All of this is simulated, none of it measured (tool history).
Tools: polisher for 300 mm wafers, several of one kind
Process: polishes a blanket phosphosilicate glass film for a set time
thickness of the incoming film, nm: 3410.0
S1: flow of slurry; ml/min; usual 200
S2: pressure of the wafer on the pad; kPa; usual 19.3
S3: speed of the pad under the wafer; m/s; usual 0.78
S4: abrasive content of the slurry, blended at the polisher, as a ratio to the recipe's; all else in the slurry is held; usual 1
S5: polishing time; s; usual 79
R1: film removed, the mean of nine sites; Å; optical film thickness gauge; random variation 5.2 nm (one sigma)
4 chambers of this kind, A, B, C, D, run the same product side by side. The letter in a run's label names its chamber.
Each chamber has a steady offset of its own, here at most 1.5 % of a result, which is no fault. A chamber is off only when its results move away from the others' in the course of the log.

run   hour   S1    S2    S3    S4  S5      R1
 1A    9.5  200  19.3  0.78     1  79  4386.9
 2B   14.4  200  19.3  0.78     1  79  4302.1
        16  -- chamber B: worn pad replaced by a new one
 3C   23.9  200  19.3  0.78     1  79  4403.8
 4D     31  200  19.3  0.78     1  79  4387.3
      35.4  -- chamber B: conditioning disc replaced and pad reconditioned
      36.3  -- chamber A: slurry blender recalibrated
 5D   40.4  200  19.3  0.78     1  79  4329.3
      44.1  -- chamber C: worn pad replaced by a new one
 6C   47.7  200  19.3  0.78     1  79    4326
      53.2  -- chamber D: worn pad replaced by a new one
        56  -- chamber C: slurry blender recalibrated
 7B   57.5  200  19.3  0.78     1  79  4338.8
 8A   67.2  200  19.3  0.78     1  79  4289.3
 9D     72  200  19.3  0.78     1  79  4366.2
10A   78.4  200  19.3  0.78     1  79  4277.8
11B   88.5  200  19.3  0.78     1  79  4384.6
12C   94.2  200  19.3  0.78     1  79  4270.6
     100.5  -- chamber B: slurry blender recalibrated
13B    101  200  19.3  0.78     1  79  4412.8
14D  109.4  200  19.3  0.78     1  79    4298
       115  -- chamber C: slurry nozzle cleaned
15C    115  200  19.3  0.78     1  79  4311.1
     115.4  -- chamber B: slurry nozzle cleaned
     117.5  -- chamber D: worn pad replaced by a new one
     120.2  -- chamber D: slurry blender recalibrated
16A  120.4  200  19.3  0.78     1  79    4337
     121.4  -- chamber B: worn pad replaced by a new one
     122.4  -- chamber A: worn pad replaced by a new one
17A  126.2  200  19.3  0.78     1  79  4362.1
18B  133.2  200  19.3  0.78     1  79  4327.5
19C  142.5  200  13.1  0.78  0.85  79  2745.6
20D  147.5  200  13.1  0.78  0.85  79  2649.6
21B  154.8  200  13.1  0.78  0.85  79  2721.8
22A  162.4  200  13.1  0.78  0.85  79  2727.2
23D  167.6  200  19.3  0.78     1  79  4337.2
24C  177.5  200  19.3  0.78   0.7  79  3608.9
     179.7  -- chamber D: worn pad replaced by a new one
       180  -- chamber C: worn pad replaced by a new one
     182.4  -- chamber B: conditioning disc replaced and pad reconditioned
25A  186.9  200  19.3  0.78   0.7  79  3571.4
26C  192.3  200  19.3  0.78   0.7  79  3681.2
27D    198  200  19.3  0.78   0.7  79  3597.6
     199.5  -- chamber A: slurry blender recalibrated
28B  204.3  200  19.3  0.78     1  79  4326.9
29A  208.8  200  19.3  0.78     1  79  4296.1
30C  216.2  200  19.3  0.78     1  79    4308
31B    224  200  19.3  1.04     1  79  5554.8
32D  228.6  200  19.3  1.04     1  79    5475
     237.1  -- chamber B: worn pad replaced by a new one
33D  238.4  200  19.3  1.04     1  79  5463.4
34A  244.6  200  19.3  1.04     1  79    5420
35B  249.1  200  19.3  0.78     1  79  4391.6
36C  259.4  200  19.3  0.78     1  79  4298.8
     264.4  -- chamber C: conditioning disc replaced and pad reconditioned
37C  269.5  200  19.3  0.78     1  79  4346.7

Is one chamber off against the others, does the gauge drift, or is nothing wrong? If a chamber is off, say which, and what the likeliest cause is.

No chamber stands off beyond its own small offset, and the gauge holds steady.
